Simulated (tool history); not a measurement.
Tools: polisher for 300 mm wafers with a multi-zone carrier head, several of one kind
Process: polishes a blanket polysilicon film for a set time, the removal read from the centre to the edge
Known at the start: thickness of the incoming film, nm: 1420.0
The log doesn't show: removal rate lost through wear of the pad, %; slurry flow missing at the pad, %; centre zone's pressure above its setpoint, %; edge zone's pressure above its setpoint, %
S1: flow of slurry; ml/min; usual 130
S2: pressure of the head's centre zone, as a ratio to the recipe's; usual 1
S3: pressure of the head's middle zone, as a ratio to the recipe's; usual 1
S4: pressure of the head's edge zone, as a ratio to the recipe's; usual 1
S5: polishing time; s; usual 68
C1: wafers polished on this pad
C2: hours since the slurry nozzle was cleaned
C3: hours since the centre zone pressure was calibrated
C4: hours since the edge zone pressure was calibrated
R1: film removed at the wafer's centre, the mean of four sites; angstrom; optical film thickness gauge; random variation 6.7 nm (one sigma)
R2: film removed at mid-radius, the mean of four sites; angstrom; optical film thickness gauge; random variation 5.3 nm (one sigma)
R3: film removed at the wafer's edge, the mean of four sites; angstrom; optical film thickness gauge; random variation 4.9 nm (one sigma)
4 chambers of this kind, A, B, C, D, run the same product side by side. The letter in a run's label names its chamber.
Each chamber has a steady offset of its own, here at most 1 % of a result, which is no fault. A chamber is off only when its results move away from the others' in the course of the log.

run   hour   S1    S2  S3    S4  S5    C1     C2     C3     C4      R1      R2      R3
 1A    2.8  130     1   1     1  68   612  157.9  254.7  446.5  5703.8  5695.1  5822.8
 2B    5.6  130     1   1     1  68   267  225.5  558.1   42.9  5722.4  5765.6  5708.1
 3D    9.4  130     1   1     1  68   464   77.5     87    413  5765.3  5751.1  5785.2
 4C   12.2  130     1   1     1  68  1023   88.2  207.8    650  5733.9  5821.8  5774.4
 5B   15.5  130     1   1     1  68   335  235.4    568   52.8  5696.7  5713.9  5793.6
 6C   18.9  130     1   1     1  68  1069   94.9  214.5  656.7  5813.5    5776  5788.7
      21.1  -- chamber A: worn pad replaced by a new one
 7A   22.7  130     1   1     1  68    11  177.8  274.6  466.4  5782.7  5764.2  5870.4
 8D     26  130     1   1     1  68   578   94.1  103.6  429.6  5686.3  5808.7  5724.8
 9D   29.9  130     1   1     1  68   605     98  107.5  433.5  5663.1    5668  5691.5
10C   33.5  130     1   1  1.11  68  1170  109.5  229.1  671.3    5770  5784.2  6176.1
11B   37.7  130     1   1  1.11  68   489  257.6  590.2     75  5838.5  5722.9  6082.9
12A   40.8  130     1   1  1.11  68   136  195.9  292.7  484.5  5853.7  5714.8    6129
13C   46.2  130     1   1  1.11  68  1258  122.2  241.8    684  5773.4  5813.8  6079.8
14B   50.2  130     1   1     1  68   575  270.1  602.7   87.5  5854.6  5655.5  5733.6
15A   55.3  130     1   1     1  68   236  210.4  307.2    499  5733.7    5811  5803.8
16D   58.8  130     1   1     1  68   805  126.9  136.4  462.4  5518.5  5548.5  5593.3
17D   63.1  130     1   1     1  68   835  131.2  140.7  466.7  5538.7  5565.4  5608.5
      65.7  -- chamber B: centre zone pressure recalibrated
18B   66.6  130     1   1     1  68   688  286.5    0.9  103.9  5719.8    5800  5723.6
19A   71.1  130     1   1     1  68   345  226.2    323  514.8  5805.5  5822.7  5820.9
      72.6  -- chamber C: worn pad replaced by a new one
20C     75  130     1   1     1  68    17    151  270.6  712.8  5740.5    5710  5819.4
21B   80.2  130     1   1     1  68   782  300.1   14.5  117.5  5678.9  5725.5    5803
22D   85.3  130   1.1   1     1  68   988  153.4  162.9  488.9    6124  5502.1  5482.1
23A     89  130   1.1   1     1  68   469  244.1  340.9  532.7  6404.4  5638.5  5736.5
24C   91.7  130   1.1   1     1  68   132  167.7  287.3  729.5  6498.3  5765.5  5832.5
      92.2  -- chamber A: slurry nozzle cleaned
25A     96  130   1.1   1     1  68   517    3.8  347.9  539.7  6233.3  5700.5  5848.3
26C  101.1  130     1   1     1  68   197  177.1  296.7  738.9  5829.6  5772.6  5705.6
27D  106.5  130  1.11   1     1  68  1134  174.6  184.1  510.1  5891.5  5427.4  5382.5
28B  110.5  130  1.11   1     1  68   992  330.4   44.8  147.8  6529.7  5768.8  5720.7
29C  115.8  130  1.11   1     1  68   299  191.8  311.4  753.6  6585.2  5774.9  5768.5
30A  119.5  130  1.11   1     1  68   679   27.3  371.4  563.2  6392.7  5712.8  5742.3
31B  122.8  130     1   1     1  68  1077  342.7   57.1  160.1  5843.9  5727.5    5771
32D  127.8  130     1   1     1  68  1282  195.9  205.4  531.4  5243.4  5192.5  5232.4

Next, every chamber runs the same settings. What will each give?
33A  131.9  130   1   1   1  68                   ?   ?   ?
33B  131.9  130   1   1   1  68                   ?   ?   ?
33C  131.9  130   1   1   1  68                   ?   ?   ?
33D  131.9  130   1   1   1  68                   ?   ?   ?

run      R1      R2      R3
33A  5646.4  5719.8  5770.6
33B  5709.1  5763.6  5682.4
33C  5761.3  5849.8  5874.1
33D  5189.4  5210.2  5231.1
